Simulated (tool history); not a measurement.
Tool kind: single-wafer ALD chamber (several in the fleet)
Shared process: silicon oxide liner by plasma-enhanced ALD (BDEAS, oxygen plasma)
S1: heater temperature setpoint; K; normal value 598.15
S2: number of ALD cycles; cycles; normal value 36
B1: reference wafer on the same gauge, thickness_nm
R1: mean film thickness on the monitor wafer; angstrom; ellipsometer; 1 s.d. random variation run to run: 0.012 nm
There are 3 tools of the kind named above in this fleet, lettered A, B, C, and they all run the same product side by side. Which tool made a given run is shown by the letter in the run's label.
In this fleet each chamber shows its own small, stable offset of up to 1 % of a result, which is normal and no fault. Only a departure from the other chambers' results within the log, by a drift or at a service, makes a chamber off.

run	hour	S1	S2	B1	R1
1C	8.7	598.15	36	3.0485	32.088
2B	17.5	598.15	36	3.049	32.33
3A	25	598.15	36	3.0487	32.663
4B	38.5	598.15	36	3.053	32.47
# hour 49.9: chamber B: thermocouple changed; heater temperature recalibrated
5A	50	598.15	36	3.0501	32.602
6C	63.2	598.15	36	3.05	32.074
7A	78.2	598.15	36	3.05	32.452
8C	91.7	598.15	36	3.0504	31.899
9B	100	598.15	36	3.0491	32.346
10C	114.5	598.15	36	3.0516	32.202
11B	128.7	598.15	36	3.0511	32.712
12A	143.8	598.15	36	3.048	32.558
13C	156.8	598.15	36	3.0502	31.768
14B	165.4	598.15	36	3.0502	32.558
15A	180.3	598.15	36	3.0515	32.457
16B	188	598.15	36	3.0505	32.451
17C	196	598.15	36	3.0503	31.828
18A	204.3	598.15	36	3.05	32.539
19B	217.8	598.15	36	3.048	32.336
20A	232.1	598.15	36	3.0493	32.571
21C	245.3	598.15	39	3.0505	34.604
22A	252.9	598.15	39	3.0481	35.096
23B	262.7	598.15	39	3.0492	35.094
24C	271.2	598.15	36	3.05	32.217
25B	286.5	598.15	36	3.0493	32.505
26C	301.2	598.15	36	3.0487	32.071
27A	313.7	598.15	36	3.048	32.681
28A	321.9	598.15	30	3.0465	27.078

Next, all 3 chambers run the settings below, one line each with question marks for the results. What does each chamber give?
29A	333.2	598.15	34		?
29B	333.2	598.15	34		?
29C	333.2	598.15	34		?

run	R1
29A	30.651
29B	30.426
29C	30.123

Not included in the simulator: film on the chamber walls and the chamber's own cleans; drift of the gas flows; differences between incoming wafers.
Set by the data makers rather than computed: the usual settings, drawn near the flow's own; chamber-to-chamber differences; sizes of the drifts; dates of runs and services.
